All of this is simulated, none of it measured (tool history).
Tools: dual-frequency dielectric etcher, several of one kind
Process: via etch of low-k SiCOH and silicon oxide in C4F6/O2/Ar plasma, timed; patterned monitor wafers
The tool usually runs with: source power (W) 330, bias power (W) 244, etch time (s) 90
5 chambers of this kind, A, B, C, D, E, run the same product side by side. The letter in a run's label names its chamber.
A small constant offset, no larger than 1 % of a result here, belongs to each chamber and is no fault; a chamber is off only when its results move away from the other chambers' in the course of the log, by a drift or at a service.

| run | day | source power (W) | bias power (W) | etch time (s) | read-back reference wafer on the same gauge, depth_nm | mean etch depth across the wafer (angstrom) |
|---|---|---|---|---|---|---|
| 1C | 0.321 | 330 | 244 | 90 | 294.86 | 2567.7 |
| 2B | 0.562 | 330 | 244 | 90 | 294.91 | 2563.6 |
| 3E | 0.817 | 330 | 244 | 90 | 294.91 | 2573.1 |
| 4D | 1.012 | 330 | 244 | 90 | 294.83 | 2590.1 |
| 5A | 1.212 | 330 | 244 | 90 | 294.98 | 2598.6 |
| 6D | 1.521 | 330 | 244 | 90 | 294.95 | 2575.2 |
| 7E | 1.692 | 330 | 244 | 90 | 295.12 | 2556.1 |
| 8B | 1.979 | 330 | 244 | 90 | 294.97 | 2588.5 |
| 9A | 2.171 | 330 | 244 | 90 | 295.01 | 2593.4 |
| 10C | 2.346 | 330 | 244 | 90 | 295.11 | 2573.9 |
| 11A | 2.738 | 330 | 244 | 90 | 295.11 | 2576.1 |
| 12D | 2.958 | 330 | 244 | 90 | 294.83 | 2576.5 |
| 13B | 3.3 | 330 | 244 | 90 | 295.42 | 2577.6 |
| 14C | 3.562 | 330 | 244 | 90 | 294.96 | 2583.1 |
| 15E | 3.8 | 330 | 244 | 90 | 295.12 | 2562 |
| 16B | 4.067 | 330 | 244 | 90 | 295.18 | 2573.4 |
| 17E | 4.429 | 330 | 244 | 90 | 294.77 | 2580.4 |
| 18C | 4.625 | 330 | 244 | 90 | 295.07 | 2592.2 |
|  | 4.717 | chamber C: wet clean of the chamber |
| 19D | 4.908 | 330 | 244 | 90 | 294.88 | 2572.6 |
| 20A | 5.225 | 330 | 244 | 90 | 295.38 | 2592 |
| 21D | 5.417 | 330 | 203 | 112 | 294.83 | 3022.6 |
| 22B | 5.7 | 330 | 203 | 112 | 295.06 | 3007.7 |
| 23E | 5.871 | 330 | 203 | 112 | 294.92 | 2983.3 |
| 24C | 6.146 | 330 | 203 | 112 | 295.1 | 2886.3 |
|  | 6.158 | chamber A: wet clean of the chamber |
| 25A | 6.483 | 330 | 203 | 112 | 295.22 | 3018.7 |
| 26E | 6.796 | 330 | 244 | 90 | 295.18 | 2563 |
| 27A | 7.15 | 330 | 244 | 90 | 294.82 | 2574.5 |
| 28C | 7.342 | 330 | 244 | 90 | 295.28 | 2446.5 |
|  | 7.596 | chamber E: wet clean of the chamber |
| 29B | 7.704 | 330 | 244 | 90 | 295.12 | 2582.8 |
| 30D | 7.983 | 330 | 244 | 90 | 295.15 | 2575.5 |
| 31D | 8.196 | 360 | 244 | 90 | 295.04 | 2666.7 |
| 32B | 8.412 | 360 | 244 | 90 | 295.05 | 2655.3 |
| 33A | 8.596 | 360 | 244 | 90 | 295.29 | 2698.3 |
| 34E | 8.804 | 360 | 244 | 90 | 294.95 | 2670.4 |
| 35C | 9.112 | 360 | 244 | 90 | 294.85 | 2539.5 |

Next, every chamber runs the same settings. What will each give?
| 36A | 9.396 | 330 | 244 | 77 |  | ? |
| 36B | 9.396 | 330 | 244 | 77 |  | ? |
| 36C | 9.396 | 330 | 244 | 77 |  | ? |
| 36D | 9.396 | 330 | 244 | 77 |  | ? |
| 36E | 9.396 | 330 | 244 | 77 |  | ? |

| run | mean etch depth across the wafer (angstrom) |
|---|---|
| 36A | 2221.2 |
| 36B | 2203 |
| 36C | 2110.2 |
| 36D | 2209 |
| 36E | 2206.7 |
